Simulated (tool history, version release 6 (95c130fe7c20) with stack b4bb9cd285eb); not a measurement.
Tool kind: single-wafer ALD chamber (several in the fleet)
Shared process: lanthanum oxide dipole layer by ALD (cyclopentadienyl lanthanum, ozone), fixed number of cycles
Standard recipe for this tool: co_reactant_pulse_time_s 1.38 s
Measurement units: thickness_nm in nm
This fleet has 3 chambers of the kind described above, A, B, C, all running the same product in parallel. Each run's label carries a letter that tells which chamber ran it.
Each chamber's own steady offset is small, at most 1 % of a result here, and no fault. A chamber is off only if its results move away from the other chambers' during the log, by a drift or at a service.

run	hour	co_reactant_pulse_time_s	hours since the last thermocouple change	hours since the last ozone generator service	read-back reference wafer on the same gauge, thickness_nm	thickness_nm
1A	3.3	1.38	2077.7	483.8	0.44520	0.54272
2B	5.6	1.38	80.0	488.7	0.44534	0.54088
3C	9.5	1.38	967.6	926.7	0.44555	0.53695
4A	12.0	1.38	2086.4	492.5	0.44530	0.54258
5C	16.0	1.38	974.1	933.2	0.44539	0.53938
6B	17.9	1.38	92.3	501.0	0.44560	0.54166
7C	22.0	0.95	980.1	939.2	0.44546	0.49108
8B	25.6	0.95	100.0	508.7	0.44597	0.49160
9A	29.0	0.95	2103.4	509.5	0.44582	0.49258
10C	31.4	1.38	989.5	948.6	0.44601	0.54013
11A	34.6	1.38	2109.0	515.1	0.44606	0.54324
12B	37.1	1.38	111.5	520.2	0.44594	0.54061
13B	41.0	1.38	115.4	524.1	0.44637	0.54130
14C	43.3	1.38	1001.4	960.5	0.44640	0.53877
15A	45.8	1.38	2120.2	526.3	0.44621	0.54239
# hour 47.9: chamber C: thermocouple changed; heater temperature recalibrated
16B	48.8	1.38	123.2	531.9	0.44628	0.54180
17C	52.4	1.38	4.6	969.6	0.44654	0.53986
18A	55.5	1.05	2129.9	536.0	0.44650	0.50885
19B	58.8	1.05	133.2	541.9	0.44678	0.50816
20C	60.9	1.05	13.1	978.1	0.44685	0.50677
21A	63.5	1.38	2137.9	544.0	0.44707	0.54303
22A	65.9	1.38	2140.3	546.4	0.44689	0.54298
23C	69.1	1.38	21.3	986.3	0.44702	0.54120
24B	72.9	1.38	147.3	556.0	0.44724	0.54311
25B	74.8	1.38	149.2	557.9	0.44745	0.54364
26C	79.0	1.38	31.2	996.2	0.44754	0.54052
27A	81.6	1.38	2156.0	562.1	0.44741	0.54559
28C	83.8	1.38	36.0	1001.0	0.44757	0.54324
29A	86.7	1.38	2161.1	567.2	0.44763	0.54494
30B	91.1	1.38	165.5	574.2	0.44752	0.54310
31C	94.0	1.38	46.2	1011.2	0.44770	0.54164
32B	97.3	1.38	171.7	580.4	0.44769	0.54490
33A	100.8	1.38	2175.2	581.3	0.44805	0.54434

Does one chamber stand apart from the rest, does the shared gauge drift, or is all well apart from small per-chamber offsets? Give the chamber and the most likely cause, where there is one.

Gauge drift. The chambers move together only on paper, and none stands off.
Cause: gauge reads high (%) = 0.692.
